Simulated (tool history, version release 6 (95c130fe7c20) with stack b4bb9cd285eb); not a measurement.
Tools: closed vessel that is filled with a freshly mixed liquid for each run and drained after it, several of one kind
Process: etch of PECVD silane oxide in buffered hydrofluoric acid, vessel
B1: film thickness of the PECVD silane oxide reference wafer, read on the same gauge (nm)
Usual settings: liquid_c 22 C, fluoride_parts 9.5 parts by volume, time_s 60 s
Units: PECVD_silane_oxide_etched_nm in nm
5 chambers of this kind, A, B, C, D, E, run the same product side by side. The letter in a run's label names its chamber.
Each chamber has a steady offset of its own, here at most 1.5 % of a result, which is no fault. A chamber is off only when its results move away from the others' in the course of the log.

run 1C day=0.408 | liquid_c=22 fluoride_parts=9.5 time_s=60 | B1=39.995 | PECVD_silane_oxide_etched_nm=83.579
run 2B day=0.788 | liquid_c=22 fluoride_parts=9.5 time_s=60 | B1=39.984 | PECVD_silane_oxide_etched_nm=83.109
run 3E day=1.138 | liquid_c=22 fluoride_parts=9.5 time_s=60 | B1=40.002 | PECVD_silane_oxide_etched_nm=83.646
run 4A day=1.642 | liquid_c=22 fluoride_parts=9.5 time_s=60 | B1=39.993 | PECVD_silane_oxide_etched_nm=83.633
run 5D day=1.988 | liquid_c=22 fluoride_parts=9.5 time_s=60 | B1=39.994 | PECVD_silane_oxide_etched_nm=82.745
run 6B day=2.45 | liquid_c=18 fluoride_parts=9.5 time_s=30 | B1=40.033 | PECVD_silane_oxide_etched_nm=33.749
run 7C day=2.996 | liquid_c=18 fluoride_parts=9.5 time_s=30 | B1=40.016 | PECVD_silane_oxide_etched_nm=33.895
run 8A day=3.396 | liquid_c=18 fluoride_parts=9.5 time_s=30 | B1=40.008 | PECVD_silane_oxide_etched_nm=33.585
run 9D day=3.754 | liquid_c=18 fluoride_parts=9.5 time_s=30 | B1=39.989 | PECVD_silane_oxide_etched_nm=33.69
run 10E day=4.179 | liquid_c=18 fluoride_parts=9.5 time_s=30 | B1=40.022 | PECVD_silane_oxide_etched_nm=33.632
run 11C day=4.662 | liquid_c=22 fluoride_parts=9.5 time_s=60 | B1=39.987 | PECVD_silane_oxide_etched_nm=84.57
-- day=4.846 chamber A: hydrofluoric acid flow meter replaced
run 12A day=5.129 | liquid_c=22 fluoride_parts=9.5 time_s=60 | B1=39.999 | PECVD_silane_oxide_etched_nm=83.186
run 13B day=5.454 | liquid_c=22 fluoride_parts=9.5 time_s=60 | B1=39.987 | PECVD_silane_oxide_etched_nm=84.206
run 14E day=5.962 | liquid_c=22 fluoride_parts=9.5 time_s=60 | B1=40.008 | PECVD_silane_oxide_etched_nm=84.715
run 15D day=6.408 | liquid_c=22 fluoride_parts=9.5 time_s=60 | B1=40.033 | PECVD_silane_oxide_etched_nm=84.033
run 16A day=6.688 | liquid_c=19 fluoride_parts=9.5 time_s=30 | B1=40.009 | PECVD_silane_oxide_etched_nm=35.965
run 17D day=7.171 | liquid_c=19 fluoride_parts=9.5 time_s=30 | B1=39.997 | PECVD_silane_oxide_etched_nm=35.975
run 18E day=7.579 | liquid_c=19 fluoride_parts=9.5 time_s=30 | B1=40.029 | PECVD_silane_oxide_etched_nm=35.645
run 19C day=7.921 | liquid_c=19 fluoride_parts=9.5 time_s=30 | B1=39.972 | PECVD_silane_oxide_etched_nm=35.659
run 20B day=8.379 | liquid_c=19 fluoride_parts=9.5 time_s=30 | B1=40.01 | PECVD_silane_oxide_etched_nm=35.354
run 21B day=8.838 | liquid_c=22 fluoride_parts=9.5 time_s=60 | B1=40.032 | PECVD_silane_oxide_etched_nm=83.95
run 22C day=9.183 | liquid_c=22 fluoride_parts=7 time_s=40 | B1=39.964 | PECVD_silane_oxide_etched_nm=76.631
run 23A day=9.721 | liquid_c=22 fluoride_parts=7 time_s=40 | B1=39.99 | PECVD_silane_oxide_etched_nm=75.835
run 24E day=10.112 | liquid_c=22 fluoride_parts=7 time_s=40 | B1=39.988 | PECVD_silane_oxide_etched_nm=76.779
run 25D day=10.425 | liquid_c=22 fluoride_parts=7 time_s=40 | B1=40.016 | PECVD_silane_oxide_etched_nm=75.679
-- day=10.829 chamber D: thermometer replaced
run 26C day=10.892 | liquid_c=22 fluoride_parts=7 time_s=40 | B1=39.996 | PECVD_silane_oxide_etched_nm=75.922
run 27A day=11.312 | liquid_c=22 fluoride_parts=9.5 time_s=60 | B1=40.003 | PECVD_silane_oxide_etched_nm=83.87
run 28B day=11.65 | liquid_c=22 fluoride_parts=9.5 time_s=60 | B1=39.989 | PECVD_silane_oxide_etched_nm=85.021
run 29D day=11.942 | liquid_c=22 fluoride_parts=9.5 time_s=60 | B1=40.012 | PECVD_silane_oxide_etched_nm=83.455
run 30E day=12.254 | liquid_c=22 fluoride_parts=9.5 time_s=60 | B1=39.988 | PECVD_silane_oxide_etched_nm=84.603
run 31D day=12.792 | liquid_c=22 fluoride_parts=9.5 time_s=60 | B1=39.983 | PECVD_silane_oxide_etched_nm=83.879
run 32C day=13.262 | liquid_c=19.5 fluoride_parts=9.5 time_s=70 | B1=39.976 | PECVD_silane_oxide_etched_nm=85.333
run 33B day=13.588 | liquid_c=19.5 fluoride_parts=9.5 time_s=70 | B1=39.972 | PECVD_silane_oxide_etched_nm=85.899
run 34E day=14.067 | liquid_c=19.5 fluoride_parts=9.5 time_s=70 | B1=39.99 | PECVD_silane_oxide_etched_nm=85.539
run 35A day=14.375 | liquid_c=19.5 fluoride_parts=9.5 time_s=70 | B1=39.999 | PECVD_silane_oxide_etched_nm=85.11

All 5 chambers run these settings next. Forecast each chamber's results:
run 36A day=14.762 | liquid_c=22 fluoride_parts=9.5 time_s=85 | PECVD_silane_oxide_etched_nm=?
run 36B day=14.762 | liquid_c=22 fluoride_parts=9.5 time_s=85 | PECVD_silane_oxide_etched_nm=?
run 36C day=14.762 | liquid_c=22 fluoride_parts=9.5 time_s=85 | PECVD_silane_oxide_etched_nm=?
run 36D day=14.762 | liquid_c=22 fluoride_parts=9.5 time_s=85 | PECVD_silane_oxide_etched_nm=?
run 36E day=14.762 | liquid_c=22 fluoride_parts=9.5 time_s=85 | PECVD_silane_oxide_etched_nm=?

run=36A PECVD_silane_oxide_etched_nm=119.34
run=36B PECVD_silane_oxide_etched_nm=119.77
run=36C PECVD_silane_oxide_etched_nm=119.55
run=36D PECVD_silane_oxide_etched_nm=119.02
run=36E PECVD_silane_oxide_etched_nm=120.21
